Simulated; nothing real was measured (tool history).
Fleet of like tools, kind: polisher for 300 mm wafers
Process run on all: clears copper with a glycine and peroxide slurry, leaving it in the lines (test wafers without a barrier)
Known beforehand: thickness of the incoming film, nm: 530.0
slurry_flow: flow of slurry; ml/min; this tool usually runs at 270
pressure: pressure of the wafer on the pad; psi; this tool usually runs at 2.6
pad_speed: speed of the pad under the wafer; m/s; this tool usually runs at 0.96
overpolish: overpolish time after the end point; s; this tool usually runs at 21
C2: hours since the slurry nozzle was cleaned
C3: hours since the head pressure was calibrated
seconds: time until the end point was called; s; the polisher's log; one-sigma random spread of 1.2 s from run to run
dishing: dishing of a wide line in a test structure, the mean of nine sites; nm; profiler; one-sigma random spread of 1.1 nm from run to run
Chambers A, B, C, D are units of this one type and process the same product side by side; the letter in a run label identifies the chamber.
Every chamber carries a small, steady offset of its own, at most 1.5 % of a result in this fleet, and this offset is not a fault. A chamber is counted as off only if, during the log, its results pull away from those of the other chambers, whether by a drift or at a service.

Run 1A, day 0.296: usual settings; wafers polished on this pad 749; C2 321.5; C3 16.7. Result: seconds 131.52 s, dishing 51.702 nm.
Run 2C, day 0.642: usual settings; wafers polished on this pad 499; C2 373.8; C3 29.3. Result: seconds 129.14 s, dishing 52.053 nm.
Run 3D, day 0.896: usual settings; wafers polished on this pad 438; C2 374.2; C3 343.7. Result: seconds 128.63 s, dishing 50.631 nm.
Run 4B, day 1.267: usual settings; wafers polished on this pad 1225; C2 571.6; C3 1092.4. Result: seconds 126.57 s, dishing 54.502 nm.
Run 5A, day 1.471: usual settings; wafers polished on this pad 900; C2 349.7; C3 44.9. Result: seconds 128.72 s, dishing 53.889 nm.
Run 6D, day 1.767: usual settings; wafers polished on this pad 549; C2 395.1; C3 364.6. Result: seconds 127.6 s, dishing 51.284 nm.
Run 7B, day 2.05: usual settings; wafers polished on this pad 1325; C2 590.4; C3 1111.2. Result: seconds 123.8 s, dishing 51.67 nm.
Run 8C, day 2.296: usual settings; wafers polished on this pad 711; C2 413.5; C3 69. Result: seconds 131.09 s, dishing 52.842 nm.
Run 9B, day 2.679: usual settings; wafers polished on this pad 1406; C2 605.5; C3 1126.3. Result: seconds 127.99 s, dishing 53.445 nm.
Run 10D, day 2.925: usual settings; wafers polished on this pad 698; C2 422.9; C3 392.4. Result: seconds 129.15 s, dishing 50.842 nm.
Run 11A, day 3.267: usual settings but slurry_flow 205 ml/min; wafers polished on this pad 1130; C2 392.8; C3 88. Result: seconds 132.19 s, dishing 50.79 nm.
Run 12C, day 3.629: usual settings but slurry_flow 205 ml/min; wafers polished on this pad 882; C2 445.5; C3 101. Result: seconds 134.25 s, dishing 50.751 nm.
Run 13C, day 3.812: usual settings but slurry_flow 205 ml/min; wafers polished on this pad 905; C2 449.9; C3 105.4. Result: seconds 132.98 s, dishing 51.765 nm.
At day 3.888: chamber B: worn pad replaced by a new one.
Run 14A, day 4.038: usual settings but slurry_flow 205 ml/min; wafers polished on this pad 1228; C2 411.3; C3 106.5. Result: seconds 133.81 s, dishing 50.528 nm.
Run 15D, day 4.296: usual settings; wafers polished on this pad 873; C2 455.8; C3 425.3. Result: seconds 128.08 s, dishing 53.213 nm.
Run 16B, day 4.538: usual settings; wafers polished on this pad 83; C2 650.1; C3 1170.9. Result: seconds 129.11 s, dishing 53.062 nm.
Run 17A, day 4.862: usual settings; wafers polished on this pad 1334; C2 431.1; C3 126.3. Result: seconds 131.05 s, dishing 52.248 nm.
Run 18D, day 5.038: usual settings; wafers polished on this pad 968; C2 473.6; C3 443.1. Result: seconds 127.27 s, dishing 49.982 nm.
Run 19C, day 5.308: usual settings; wafers polished on this pad 1097; C2 485.8; C3 141.3. Result: seconds 128.35 s, dishing 51.567 nm.
Run 20B, day 5.492: usual settings; wafers polished on this pad 205; C2 673; C3 1193.8. Result: seconds 126.07 s, dishing 51.242 nm.
At day 5.7: chamber C: slurry nozzle cleaned.
Run 21C, day 5.733: usual settings; wafers polished on this pad 1151; C2 0.9; C3 151.5. Result: seconds 129.92 s, dishing 51.953 nm.
At day 5.921: chamber D: slurry nozzle cleaned.
At day 5.921: chamber C: worn pad replaced by a new one.
Run 22B, day 5.95: usual settings; wafers polished on this pad 264; C2 684; C3 1204.8. Result: seconds 128 s, dishing 51.172 nm.
At day 6.15: chamber D: worn pad replaced by a new one.
Run 23D, day 6.233: usual settings; wafers polished on this pad 10; C2 7.6; C3 471.8. Result: seconds 130.49 s, dishing 52.402 nm.
Run 24A, day 6.5: usual settings but pad_speed 1.18 m/s; wafers polished on this pad 1544; C2 470.4; C3 165.6. Result: seconds 113.04 s, dishing 56.055 nm.
Run 25D, day 6.683: usual settings but pad_speed 1.18 m/s; wafers polished on this pad 68; C2 18.4; C3 482.6. Result: seconds 111.6 s, dishing 58.467 nm.
Run 26B, day 6.9: usual settings but pad_speed 1.18 m/s; wafers polished on this pad 385; C2 706.8; C3 1227.6. Result: seconds 106.64 s, dishing 56.981 nm.
Run 27C, day 7.112: usual settings but pad_speed 1.18 m/s; wafers polished on this pad 152; C2 34; C3 184.6. Result: seconds 111.1 s, dishing 59.427 nm.
At day 7.162: chamber B: slurry nozzle cleaned.
Run 28A, day 7.446: usual settings; wafers polished on this pad 1665; C2 493.1; C3 188.3. Result: seconds 130.46 s, dishing 49.883 nm.
Run 29A, day 7.733: usual settings; wafers polished on this pad 1702; C2 500; C3 195.2. Result: seconds 129.98 s, dishing 52.589 nm.
Run 30C, day 8.104: usual settings; wafers polished on this pad 279; C2 57.8; C3 208.4. Result: seconds 129.21 s, dishing 53.19 nm.
Run 31D, day 8.483: usual settings; wafers polished on this pad 298; C2 61.6; C3 525.8. Result: seconds 125.99 s, dishing 53.174 nm.
Run 32B, day 8.771: usual settings; wafers polished on this pad 625; C2 38.7; C3 1272.5. Result: seconds 127.13 s, dishing 52.224 nm.
Run 33C, day 9.075: usual settings; wafers polished on this pad 404; C2 81.1; C3 231.7. Result: seconds 130.1 s, dishing 51.57 nm.
Run 34D, day 9.446: usual settings but pressure 2.3 psi, pad_speed 1.12 m/s; wafers polished on this pad 422; C2 84.7; C3 548.9. Result: seconds 124.3 s, dishing 51.476 nm.
Run 35B, day 9.821: usual settings but pressure 2.3 psi, pad_speed 1.12 m/s; wafers polished on this pad 759; C2 63.9; C3 1297.7. Result: seconds 122.55 s, dishing 54.659 nm.
Run 36A, day 10.042: usual settings but pressure 2.3 psi, pad_speed 1.12 m/s; wafers polished on this pad 1997; C2 555.4; C3 250.6. Result: seconds 131.25 s, dishing 49.712 nm.
Run 37A, day 10.425: usual settings but pressure 2.3 psi, pad_speed 1.12 m/s; wafers polished on this pad 2046; C2 564.6; C3 259.8. Result: seconds 131.11 s, dishing 48.48 nm.
Run 38D, day 10.712: usual settings but pad_speed 1.06 m/s; wafers polished on this pad 584; C2 115.1; C3 579.3. Result: seconds 117.91 s, dishing 54.434 nm.
Run 39B, day 10.896: usual settings but pad_speed 1.06 m/s; wafers polished on this pad 897; C2 89.7; C3 1323.5. Result: seconds 117.69 s, dishing 52.544 nm.
Run 40C, day 11.208: usual settings but pad_speed 1.06 m/s; wafers polished on this pad 677; C2 132.3; C3 282.9. Result: seconds 119.02 s, dishing 54.899 nm.

All 4 chambers run these settings next. Forecast each chamber's results:
Run 41A, day 11.483: usual settings. Result: seconds ?, dishing ?.
Run 41B, day 11.483: usual settings. Result: seconds ?, dishing ?.
Run 41C, day 11.483: usual settings. Result: seconds ?, dishing ?.
Run 41D, day 11.483: usual settings. Result: seconds ?, dishing ?.

run  seconds  dishing
41A   135.98   49.758
41B   126.91   49.618
41C   130.83   53.208
41D   126.76   50.353
